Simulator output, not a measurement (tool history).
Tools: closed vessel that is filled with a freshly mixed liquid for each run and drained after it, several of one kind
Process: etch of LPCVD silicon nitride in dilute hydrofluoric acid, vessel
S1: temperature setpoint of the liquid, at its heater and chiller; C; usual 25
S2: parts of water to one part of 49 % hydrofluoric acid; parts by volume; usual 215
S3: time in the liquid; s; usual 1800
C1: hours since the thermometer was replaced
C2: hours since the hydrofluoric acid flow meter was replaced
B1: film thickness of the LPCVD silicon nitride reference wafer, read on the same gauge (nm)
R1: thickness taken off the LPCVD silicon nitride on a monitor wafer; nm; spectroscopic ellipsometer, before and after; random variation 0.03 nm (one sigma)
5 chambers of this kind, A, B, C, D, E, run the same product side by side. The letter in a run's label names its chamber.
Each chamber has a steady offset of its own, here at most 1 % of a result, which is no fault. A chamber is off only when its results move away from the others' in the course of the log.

run,hour,S1,S2,S3,C1,C2,B1,R1
1B,6.9,25,215,1800,1543.6,274.2,80.013,4.5901
2E,14.2,25,215,1800,1522.7,775.3,80.017,4.5262
3C,21.3,25,215,1800,229.4,451.2,80.011,4.6124
4A,29.7,25,215,1800,464.6,1650.6,79.996,4.6405
5D,34.5,25,215,1800,1358.7,1240.2,80.004,4.6554
6D,41.3,25,215,1800,1365.5,1247,80.022,4.6803
7A,49.2,25,215,1800,484.1,1670.1,79.945,4.6256
8C,54.7,23.5,215,2300,262.8,484.6,79.983,5.2693
9B,62.5,23.5,215,2300,1599.2,329.8,79.999,5.3098
10E,69.8,23.5,215,2300,1578.3,830.9,80.015,5.3516
11E,78.9,23.5,215,2300,1587.4,840,80,5.3208
12D,84.4,23.5,215,2300,1408.6,1290.1,79.987,5.4217
13B,90.6,25,215,1800,1627.3,357.9,80.01,4.6135
14A,94.6,25,215,1800,529.5,1715.5,80.011,4.6363
15C,99.1,25,215,1800,307.2,529,80.027,4.6174
16C,103.8,25,215,1800,311.9,533.7,79.979,4.5655
17D,108.8,25,215,1800,1433,1314.5,80.021,4.6388
18E,113.9,25,215,1800,1622.4,875,79.97,4.5955
19A,117.9,25,215,1800,552.8,1738.8,80.024,4.6773
20B,124.5,25,215,1800,1661.2,391.8,80.051,4.5639
21B,130.5,25,215,1800,1667.2,397.8,80.009,4.5709
22D,137.1,25,215,1800,1461.3,1342.8,79.981,4.6319
23C,144.2,25,215,1800,352.3,574.1,80.042,4.5617
24E,149.8,25,215,1800,1658.3,910.9,80.01,4.5966
25A,156.5,25,290,2685,591.4,1777.4,79.978,5.1292
26C,164.9,25,290,2685,373,594.8,80.003,5.0323
27A,171.8,25,290,2685,606.7,1792.7,79.961,5.1343
# hour 177.3: chamber B: thermometer replaced
28B,180.9,25,290,2685,3.7,448.2,79.983,5.0766
29E,186.5,25,290,2685,1695,947.6,79.968,5.0655
30D,192.1,25,215,1800,1516.3,1397.8,79.964,4.6164
31E,197.6,25,215,1800,1706.1,958.7,79.985,4.6493
32A,203.8,25,215,1800,638.7,1824.7,80.014,4.6632
33B,208.8,25,215,1800,31.6,476.1,79.971,4.6132
34C,213.3,25,215,1800,421.4,643.2,80.013,4.5938
35D,219,25,215,1800,1543.2,1424.7,80.046,4.6215
36E,225.7,25,215,1800,1734.2,986.8,79.983,4.6119
37A,232.7,25,255,2795,667.6,1853.6,79.993,6.0621
38B,237.4,25,255,2795,60.2,504.7,80.033,6.0153
39D,244.1,25,255,2795,1568.3,1449.8,80.003,6.0464
40C,252.8,25,255,2795,460.9,682.7,80,5.9537
41A,258.5,25,255,2795,693.4,1879.4,79.977,6.1
42E,264.2,25,215,1800,1772.7,1025.3,80.015,4.5547
43D,272.5,25,215,2260,1596.7,1478.2,79.973,5.8985
44B,280.6,25,215,2260,103.4,547.9,80.044,5.7573

Is one chamber off against the others, does the gauge drift, or is nothing wrong? If a chamber is off, say which, and what the likeliest cause is.

No chamber stands off beyond its own small offset, and the gauge holds steady.
